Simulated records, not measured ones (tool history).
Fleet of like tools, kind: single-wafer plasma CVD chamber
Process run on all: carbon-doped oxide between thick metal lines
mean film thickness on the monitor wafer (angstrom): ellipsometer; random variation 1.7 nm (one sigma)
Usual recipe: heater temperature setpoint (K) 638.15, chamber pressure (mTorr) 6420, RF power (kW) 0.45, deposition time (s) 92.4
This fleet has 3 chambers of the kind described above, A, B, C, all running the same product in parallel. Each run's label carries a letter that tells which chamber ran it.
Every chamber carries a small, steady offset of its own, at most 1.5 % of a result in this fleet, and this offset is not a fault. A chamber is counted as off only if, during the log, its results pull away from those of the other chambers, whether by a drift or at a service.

run	day	heater temperature setpoint (K)	chamber pressure (mTorr)	RF power (kW)	deposition time (s)	hours since the last thermocouple change	hours since the last RF generator calibration	hours since the last manometer calibration	read-back reference wafer on the same gauge, thickness_nm	mean film thickness on the monitor wafer (angstrom)
1B	0.658	638.15	6420	0.45	92.4	1522	623.2	621.7	365.18	4355.6
2C	1.004	638.15	6420	0.45	92.4	1296.2	266.3	1269.3	365.07	4421.2
3A	1.608	638.15	6420	0.45	92.4	1399.5	1432.4	547.4	365.13	4376.7
# day 1.858: chamber C: capacitance manometer re-zeroed and calibrated
4A	2.183	638.15	6420	0.45	92.4	1413.3	1446.2	561.2	365.33	4349.7
5C	2.583	638.15	6420	0.45	92.4	1334.1	304.2	17.5	365.28	4403.6
6B	2.992	638.15	6420	0.45	92.4	1578	679.2	677.7	364.97	4363.8
7B	3.342	628.15	6420	0.45	92.4	1586.4	687.6	686.1	365.4	4461.6
8C	4	628.15	6420	0.45	92.4	1368.1	338.2	51.5	365.53	4504.2
9A	4.562	628.15	6420	0.45	92.4	1470.4	1503.3	618.3	365.23	4460.1
10C	4.904	638.15	6420	0.45	92.4	1389.8	359.9	73.2	364.99	4405.9
11B	5.25	638.15	6420	0.45	92.4	1632.2	733.4	731.9	365.02	4347.5
12A	5.667	638.15	6420	0.45	92.4	1496.9	1529.8	644.8	365.01	4320.7
13A	6.283	651.15	6420	0.45	92.4	1511.7	1544.6	659.6	364.84	4140.4
14C	6.925	651.15	6420	0.45	92.4	1438.3	408.4	121.7	364.95	4302.8
15B	7.308	651.15	6420	0.45	92.4	1681.6	782.8	781.3	365.03	4230
16A	7.633	638.15	6420	0.45	92.4	1544.1	1577	692	364.92	4251.9
17B	8.196	638.15	6420	0.45	92.4	1702.9	804.1	802.6	365	4342.6
18C	8.488	638.15	6420	0.45	92.4	1475.8	445.9	159.2	365.11	4401.6
19A	9.029	638.15	6420	0.45	92.4	1577.6	1610.5	725.5	364.92	4224.2
20B	9.617	638.15	6420	0.45	92.4	1737	838.2	836.7	364.9	4368.9
21C	9.938	638.15	6420	0.405	102.8	1510.6	480.7	194	364.9	4538.6
22A	10.45	638.15	6420	0.405	102.8	1611.7	1644.6	759.6	364.67	4266.1

Has any chamber moved away from the others, gradually or after a service, or does the common gauge drift, or do the chambers differ only by their own small steady offsets? State the chamber and the most likely cause if one applies.

One chamber, A, drifts off from the rest bit by bit.
Most likely cause: delivered RF power below the setpoint (%) = 7.83.

Below are 4 candidate recipes for chamber A's next run, each the usual settings with a change, their results shown as question marks. Which of them brings A's results back in line with what the other chambers give on the usual settings?
Allowed miss from the other chambers' usual-settings mean, per result, to count as in line: mean film thickness on the monitor wafer (angstrom) 61
23A-1	10.929	636.15	6610	0.51	92.4					?
23A-2	10.929	637.15	6480	0.45	98.1					?
23A-3	10.929	638.15	6420	0.435	88.6					?
23A-4	10.929	639.15	6360	0.43	86.7					?

What the other chambers average on the usual settings: mean film thickness on the monitor wafer (angstrom) 4381.2
run	mean film thickness on the monitor wafer (angstrom)
23A-1	4519.1
23A-2	4374.6
23A-3	3843.7
23A-4	3717.7
23A-2 puts the chamber back in line with the other chambers.

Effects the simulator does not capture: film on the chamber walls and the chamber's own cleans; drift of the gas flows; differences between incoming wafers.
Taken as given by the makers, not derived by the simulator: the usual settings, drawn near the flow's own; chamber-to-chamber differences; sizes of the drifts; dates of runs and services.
